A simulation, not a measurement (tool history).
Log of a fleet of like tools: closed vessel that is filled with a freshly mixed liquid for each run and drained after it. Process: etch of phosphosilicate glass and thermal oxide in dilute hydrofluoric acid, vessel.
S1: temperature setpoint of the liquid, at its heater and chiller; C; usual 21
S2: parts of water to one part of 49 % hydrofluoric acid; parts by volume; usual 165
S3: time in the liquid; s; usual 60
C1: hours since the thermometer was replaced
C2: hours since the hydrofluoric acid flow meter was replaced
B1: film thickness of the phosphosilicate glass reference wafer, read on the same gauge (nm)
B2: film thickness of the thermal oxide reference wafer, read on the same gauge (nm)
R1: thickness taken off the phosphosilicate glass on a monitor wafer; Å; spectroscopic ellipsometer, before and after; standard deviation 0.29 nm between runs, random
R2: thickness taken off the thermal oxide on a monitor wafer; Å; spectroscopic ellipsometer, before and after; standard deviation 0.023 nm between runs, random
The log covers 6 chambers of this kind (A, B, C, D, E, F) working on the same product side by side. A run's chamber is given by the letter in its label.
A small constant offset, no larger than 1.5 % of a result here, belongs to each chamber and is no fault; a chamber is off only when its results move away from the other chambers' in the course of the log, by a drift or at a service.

{"run": "1B", "hour": 4.6, "S1": 21, "S2": 165, "S3": 60, "C1": 692, "C2": 1461.5, "B1": 59.982, "B2": 30.005, "R1": 292.07, "R2": 13.771}
{"run": "2F", "hour": 7.6, "S1": 21, "S2": 165, "S3": 60, "C1": 1346.4, "C2": 1184.3, "B1": 60.015, "B2": 29.991, "R1": 294.72, "R2": 14.14}
{"run": "3E", "hour": 10.8, "S1": 21, "S2": 165, "S3": 60, "C1": 506.4, "C2": 533.3, "B1": 59.988, "B2": 30.021, "R1": 285.74, "R2": 13.571}
{"run": "4A", "hour": 14.6, "S1": 21, "S2": 165, "S3": 60, "C1": 55.9, "C2": 153.9, "B1": 60.014, "B2": 30.007, "R1": 290.81, "R2": 14.126}
{"run": "5D", "hour": 20.3, "S1": 21, "S2": 190, "S3": 60, "C1": 77.2, "C2": 188.9, "B1": 60.002, "B2": 30.001, "R1": 247.44, "R2": 11.667}
{"run": "6C", "hour": 25.7, "S1": 21, "S2": 190, "S3": 60, "C1": 1025, "C2": 279.4, "B1": 59.996, "B2": 30.008, "R1": 247.6, "R2": 11.618}
{"run": "7D", "hour": 31.8, "S1": 21, "S2": 190, "S3": 60, "C1": 88.7, "C2": 200.4, "B1": 59.976, "B2": 29.998, "R1": 247.63, "R2": 11.772}
{"run": "8A", "hour": 36.4, "S1": 21, "S2": 190, "S3": 60, "C1": 77.7, "C2": 175.7, "B1": 60.021, "B2": 29.978, "R1": 248.92, "R2": 11.909}
{"hour": 38.2, "done": "chamber E: hydrofluoric acid flow meter replaced"}
{"run": "9B", "hour": 39.9, "S1": 21, "S2": 190, "S3": 60, "C1": 727.3, "C2": 1496.8, "B1": 60.018, "B2": 29.996, "R1": 243.02, "R2": 11.725}
{"run": "10C", "hour": 43.8, "S1": 21, "S2": 190, "S3": 60, "C1": 1043.1, "C2": 297.5, "B1": 60.011, "B2": 30.004, "R1": 249.94, "R2": 11.779}
{"run": "11F", "hour": 46.7, "S1": 21, "S2": 120, "S3": 40, "C1": 1385.5, "C2": 1223.4, "B1": 60, "B2": 30.006, "R1": 282.34, "R2": 13.806}
{"run": "12E", "hour": 51.8, "S1": 21, "S2": 120, "S3": 40, "C1": 547.4, "C2": 13.7, "B1": 59.966, "B2": 30.005, "R1": 282.43, "R2": 13.395}
{"hour": 52.7, "done": "chamber F: hydrofluoric acid flow meter replaced"}
{"run": "13F", "hour": 57.4, "S1": 21, "S2": 120, "S3": 40, "C1": 1396.2, "C2": 4.7, "B1": 60.012, "B2": 30.006, "R1": 279.15, "R2": 13.535}
{"hour": 61.1, "done": "chamber B: thermometer replaced"}
{"run": "14A", "hour": 61.1, "S1": 21, "S2": 120, "S3": 40, "C1": 102.4, "C2": 200.4, "B1": 60.023, "B2": 30.027, "R1": 279.73, "R2": 13.537}
{"run": "15D", "hour": 65.5, "S1": 21, "S2": 120, "S3": 40, "C1": 122.4, "C2": 234.1, "B1": 60.016, "B2": 29.995, "R1": 276.36, "R2": 13.192}
{"run": "16C", "hour": 71.8, "S1": 21, "S2": 120, "S3": 40, "C1": 1071.1, "C2": 325.5, "B1": 59.998, "B2": 29.987, "R1": 283.73, "R2": 13.227}
{"run": "17E", "hour": 74.7, "S1": 21, "S2": 165, "S3": 60, "C1": 570.3, "C2": 36.6, "B1": 60.017, "B2": 29.994, "R1": 288.53, "R2": 13.629}
{"run": "18B", "hour": 79.7, "S1": 21, "S2": 165, "S3": 60, "C1": 18.6, "C2": 1536.6, "B1": 60.014, "B2": 30.007, "R1": 289.38, "R2": 14.012}
{"run": "19E", "hour": 82.7, "S1": 21, "S2": 165, "S3": 60, "C1": 578.3, "C2": 44.6, "B1": 59.966, "B2": 29.961, "R1": 291.6, "R2": 13.799}
{"run": "20D", "hour": 88.9, "S1": 26, "S2": 105, "S3": 60, "C1": 145.8, "C2": 257.5, "B1": 60.014, "B2": 30.014, "R1": 580.31, "R2": 27.819}
{"run": "21B", "hour": 94.4, "S1": 26, "S2": 105, "S3": 60, "C1": 33.3, "C2": 1551.3, "B1": 60, "B2": 29.983, "R1": 602.7, "R2": 28.714}
{"run": "22A", "hour": 98.7, "S1": 26, "S2": 105, "S3": 60, "C1": 140, "C2": 238, "B1": 60.018, "B2": 29.998, "R1": 603.29, "R2": 28.44}
{"run": "23C", "hour": 102.7, "S1": 26, "S2": 105, "S3": 60, "C1": 1102, "C2": 356.4, "B1": 59.971, "B2": 29.989, "R1": 608.59, "R2": 27.333}
{"run": "24F", "hour": 105.9, "S1": 26, "S2": 105, "S3": 60, "C1": 1444.7, "C2": 53.2, "B1": 59.987, "B2": 30.005, "R1": 590.08, "R2": 28.38}
{"run": "25D", "hour": 110.4, "S1": 26, "S2": 105, "S3": 60, "C1": 167.3, "C2": 279, "B1": 60.014, "B2": 30.023, "R1": 590.22, "R2": 28.96}
{"run": "26F", "hour": 116.3, "S1": 21, "S2": 165, "S3": 60, "C1": 1455.1, "C2": 63.6, "B1": 59.959, "B2": 29.992, "R1": 296.4, "R2": 14.091}
{"run": "27B", "hour": 121.0, "S1": 21, "S2": 165, "S3": 60, "C1": 59.9, "C2": 1577.9, "B1": 59.953, "B2": 29.992, "R1": 288.09, "R2": 13.796}
{"run": "28C", "hour": 125.6, "S1": 21, "S2": 165, "S3": 60, "C1": 1124.9, "C2": 379.3, "B1": 60.009, "B2": 30.005, "R1": 296.77, "R2": 14.028}
{"run": "29E", "hour": 130.5, "S1": 21, "S2": 195, "S3": 60, "C1": 626.1, "C2": 92.4, "B1": 60.006, "B2": 29.986, "R1": 240.05, "R2": 11.467}
{"run": "30A", "hour": 134.9, "S1": 21, "S2": 195, "S3": 60, "C1": 176.2, "C2": 274.2, "B1": 60.022, "B2": 30.002, "R1": 244.23, "R2": 11.438}
{"run": "31E", "hour": 139.8, "S1": 21, "S2": 195, "S3": 60, "C1": 635.4, "C2": 101.7, "B1": 60.005, "B2": 30.006, "R1": 235.59, "R2": 11.438}
{"run": "32D", "hour": 143.6, "S1": 21, "S2": 195, "S3": 60, "C1": 200.5, "C2": 312.2, "B1": 60.007, "B2": 29.978, "R1": 238.52, "R2": 11.473}
{"run": "33F", "hour": 147.0, "S1": 21, "S2": 195, "S3": 60, "C1": 1485.8, "C2": 94.3, "B1": 59.991, "B2": 30.005, "R1": 241.17, "R2": 11.431}
{"run": "34A", "hour": 150.5, "S1": 21, "S2": 195, "S3": 60, "C1": 191.8, "C2": 289.8, "B1": 60.012, "B2": 29.993, "R1": 239.86, "R2": 11.429}
{"run": "35B", "hour": 153.4, "S1": 21, "S2": 165, "S3": 60, "C1": 92.3, "C2": 1610.3, "B1": 60.042, "B2": 30.027, "R1": 282.51, "R2": 13.802}
{"run": "36C", "hour": 157.0, "S1": 21, "S2": 225, "S3": 80, "C1": 1156.3, "C2": 410.7, "B1": 59.992, "B2": 29.998, "R1": 270.26, "R2": 12.75}

Is one chamber off against the others, does the gauge drift, or is nothing wrong? If a chamber is off, say which, and what the likeliest cause is.

All chambers stay in line apart from their small fixed offsets, and the gauge does not drift.
